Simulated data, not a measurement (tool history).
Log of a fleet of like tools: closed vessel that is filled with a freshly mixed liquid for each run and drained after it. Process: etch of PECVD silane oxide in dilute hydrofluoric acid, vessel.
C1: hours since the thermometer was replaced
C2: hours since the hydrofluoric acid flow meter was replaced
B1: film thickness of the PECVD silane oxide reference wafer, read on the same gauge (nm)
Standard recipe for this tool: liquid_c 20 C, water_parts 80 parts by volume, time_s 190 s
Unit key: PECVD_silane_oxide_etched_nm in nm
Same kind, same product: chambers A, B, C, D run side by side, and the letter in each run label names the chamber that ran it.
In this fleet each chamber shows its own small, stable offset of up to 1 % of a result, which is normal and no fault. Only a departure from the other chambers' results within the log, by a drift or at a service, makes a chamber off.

run 1D hour=9.5 | liquid_c=20 water_parts=80 time_s=190 | C1=1184.8 C2=366 | B1=79.989 | PECVD_silane_oxide_etched_nm=40.882
run 2B hour=16.6 | liquid_c=20 water_parts=80 time_s=190 | C1=144.2 C2=131.8 | B1=80.008 | PECVD_silane_oxide_etched_nm=41.72
run 3C hour=23.9 | liquid_c=20 water_parts=80 time_s=190 | C1=460.9 C2=1093.7 | B1=80.023 | PECVD_silane_oxide_etched_nm=41.568
run 4A hour=34.7 | liquid_c=20 water_parts=80 time_s=190 | C1=194.9 C2=39.6 | B1=80 | PECVD_silane_oxide_etched_nm=40.66
run 5A hour=46.7 | liquid_c=20 water_parts=40 time_s=290 | C1=206.9 C2=51.6 | B1=80.005 | PECVD_silane_oxide_etched_nm=129.6
run 6C hour=53.2 | liquid_c=20 water_parts=40 time_s=290 | C1=490.2 C2=1123 | B1=80.003 | PECVD_silane_oxide_etched_nm=131.8
run 7B hour=65.1 | liquid_c=20 water_parts=40 time_s=290 | C1=192.7 C2=180.3 | B1=79.994 | PECVD_silane_oxide_etched_nm=134.44
run 8D hour=72.6 | liquid_c=20 water_parts=40 time_s=290 | C1=1247.9 C2=429.1 | B1=80.018 | PECVD_silane_oxide_etched_nm=132.58
run 9B hour=83.6 | liquid_c=20 water_parts=40 time_s=190 | C1=211.2 C2=198.8 | B1=79.995 | PECVD_silane_oxide_etched_nm=88.022
run 10A hour=91 | liquid_c=20 water_parts=40 time_s=190 | C1=251.2 C2=95.9 | B1=79.996 | PECVD_silane_oxide_etched_nm=84.455
run 11D hour=103.3 | liquid_c=20 water_parts=40 time_s=190 | C1=1278.6 C2=459.8 | B1=79.999 | PECVD_silane_oxide_etched_nm=86.085
run 12C hour=109.8 | liquid_c=20 water_parts=40 time_s=190 | C1=546.8 C2=1179.6 | B1=79.994 | PECVD_silane_oxide_etched_nm=86.668
run 13B hour=120.2 | liquid_c=20 water_parts=80 time_s=190 | C1=247.8 C2=235.4 | B1=80.001 | PECVD_silane_oxide_etched_nm=40.874
run 14D hour=127.7 | liquid_c=20 water_parts=80 time_s=190 | C1=1303 C2=484.2 | B1=80.007 | PECVD_silane_oxide_etched_nm=40.865
run 15C hour=139.4 | liquid_c=20 water_parts=80 time_s=190 | C1=576.4 C2=1209.2 | B1=80.002 | PECVD_silane_oxide_etched_nm=41.773
run 16A hour=148.7 | liquid_c=20 water_parts=80 time_s=190 | C1=308.9 C2=153.6 | B1=79.985 | PECVD_silane_oxide_etched_nm=41.172
run 17C hour=154.9 | liquid_c=20 water_parts=80 time_s=190 | C1=591.9 C2=1224.7 | B1=80.006 | PECVD_silane_oxide_etched_nm=42.16
run 18B hour=162.2 | liquid_c=20 water_parts=80 time_s=190 | C1=289.8 C2=277.4 | B1=80.004 | PECVD_silane_oxide_etched_nm=41.201
run 19D hour=170.9 | liquid_c=20 water_parts=80 time_s=190 | C1=1346.2 C2=527.4 | B1=79.991 | PECVD_silane_oxide_etched_nm=40.456
run 20A hour=178.5 | liquid_c=20 water_parts=80 time_s=190 | C1=338.7 C2=183.4 | B1=80.023 | PECVD_silane_oxide_etched_nm=41.649
run 21C hour=188.5 | liquid_c=20 water_parts=80 time_s=190 | C1=625.5 C2=1258.3 | B1=79.991 | PECVD_silane_oxide_etched_nm=41.908
run 22A hour=195.1 | liquid_c=20 water_parts=80 time_s=190 | C1=355.3 C2=200 | B1=79.993 | PECVD_silane_oxide_etched_nm=41.053
run 23B hour=201.9 | liquid_c=20 water_parts=80 time_s=190 | C1=329.5 C2=317.1 | B1=80.008 | PECVD_silane_oxide_etched_nm=41.641
run 24D hour=214.1 | liquid_c=20 water_parts=80 time_s=190 | C1=1389.4 C2=570.6 | B1=80.01 | PECVD_silane_oxide_etched_nm=41.149
-- hour=218.8 chamber D: hydrofluoric acid flow meter replaced
run 25A hour=222.2 | liquid_c=20 water_parts=80 time_s=190 | C1=382.4 C2=227.1 | B1=80.022 | PECVD_silane_oxide_etched_nm=40.796
run 26C hour=232.6 | liquid_c=20 water_parts=80 time_s=190 | C1=669.6 C2=1302.4 | B1=80.001 | PECVD_silane_oxide_etched_nm=42.815
run 27B hour=239.4 | liquid_c=20 water_parts=80 time_s=190 | C1=367 C2=354.6 | B1=79.998 | PECVD_silane_oxide_etched_nm=41.412
run 28D hour=250.4 | liquid_c=20 water_parts=80 time_s=190 | C1=1425.7 C2=31.6 | B1=79.975 | PECVD_silane_oxide_etched_nm=41.303
run 29B hour=263 | liquid_c=20 water_parts=80 time_s=190 | C1=390.6 C2=378.2 | B1=80.007 | PECVD_silane_oxide_etched_nm=41.151
run 30A hour=270 | liquid_c=20 water_parts=80 time_s=190 | C1=430.2 C2=274.9 | B1=79.992 | PECVD_silane_oxide_etched_nm=41.019
run 31C hour=276.4 | liquid_c=20 water_parts=80 time_s=190 | C1=713.4 C2=1346.2 | B1=79.994 | PECVD_silane_oxide_etched_nm=44.004
run 32D hour=282 | liquid_c=20 water_parts=80 time_s=190 | C1=1457.3 C2=63.2 | B1=80.004 | PECVD_silane_oxide_etched_nm=41.109
run 33D hour=293.9 | liquid_c=22.5 water_parts=45 time_s=190 | C1=1469.2 C2=75.1 | B1=79.986 | PECVD_silane_oxide_etched_nm=84.611
run 34B hour=299.7 | liquid_c=22.5 water_parts=45 time_s=190 | C1=427.3 C2=414.9 | B1=80.002 | PECVD_silane_oxide_etched_nm=86.564
run 35A hour=309 | liquid_c=22.5 water_parts=45 time_s=190 | C1=469.2 C2=313.9 | B1=80.025 | PECVD_silane_oxide_etched_nm=83.753
run 36C hour=314.9 | liquid_c=22.5 water_parts=45 time_s=190 | C1=751.9 C2=1384.7 | B1=80.004 | PECVD_silane_oxide_etched_nm=89.264
run 37C hour=321.1 | liquid_c=20 water_parts=80 time_s=190 | C1=758.1 C2=1390.9 | B1=79.979 | PECVD_silane_oxide_etched_nm=44.549
run 38D hour=333.5 | liquid_c=20 water_parts=80 time_s=190 | C1=1508.8 C2=114.7 | B1=80.012 | PECVD_silane_oxide_etched_nm=41.128
run 39B hour=340.8 | liquid_c=20 water_parts=80 time_s=190 | C1=468.4 C2=456 | B1=79.998 | PECVD_silane_oxide_etched_nm=41.287

Has any chamber moved away from the others, gradually or after a service, or does the common gauge drift, or do the chambers differ only by their own small steady offsets? State the chamber and the most likely cause if one applies.

Little by little, chamber C moves away from the other chambers.
Most likely cause: liquid hotter than its thermometer reads (K) = 1.65.
The log might look much the same if the cause were instead: hydrofluoric acid flow above the setpoint (%).

Here are 4 candidates for chamber C's next run, each the usual settings with a change, their results left as question marks. Which one brings its results back in line with what the others give on the usual settings?
To be in line, a result may differ from the other chambers' mean on the usual settings by at most: PECVD_silane_oxide_etched_nm 1.1 nm
run 40C-1 hour=349.9 | liquid_c=20 water_parts=80 time_s=195 | PECVD_silane_oxide_etched_nm=?
run 40C-2 hour=349.9 | liquid_c=20 water_parts=75 time_s=190 | PECVD_silane_oxide_etched_nm=?
run 40C-3 hour=349.9 | liquid_c=20 water_parts=80 time_s=185 | PECVD_silane_oxide_etched_nm=?
run 40C-4 hour=349.9 | liquid_c=20 water_parts=85 time_s=190 | PECVD_silane_oxide_etched_nm=?

The other chambers' mean on the usual settings: PECVD_silane_oxide_etched_nm 41.227 nm
run=40C-1 PECVD_silane_oxide_etched_nm=45.616
run=40C-2 PECVD_silane_oxide_etched_nm=47.675
run=40C-3 PECVD_silane_oxide_etched_nm=43.277
run=40C-4 PECVD_silane_oxide_etched_nm=41.599
40C-4 is the one that brings the chamber's results back in line with the other chambers.

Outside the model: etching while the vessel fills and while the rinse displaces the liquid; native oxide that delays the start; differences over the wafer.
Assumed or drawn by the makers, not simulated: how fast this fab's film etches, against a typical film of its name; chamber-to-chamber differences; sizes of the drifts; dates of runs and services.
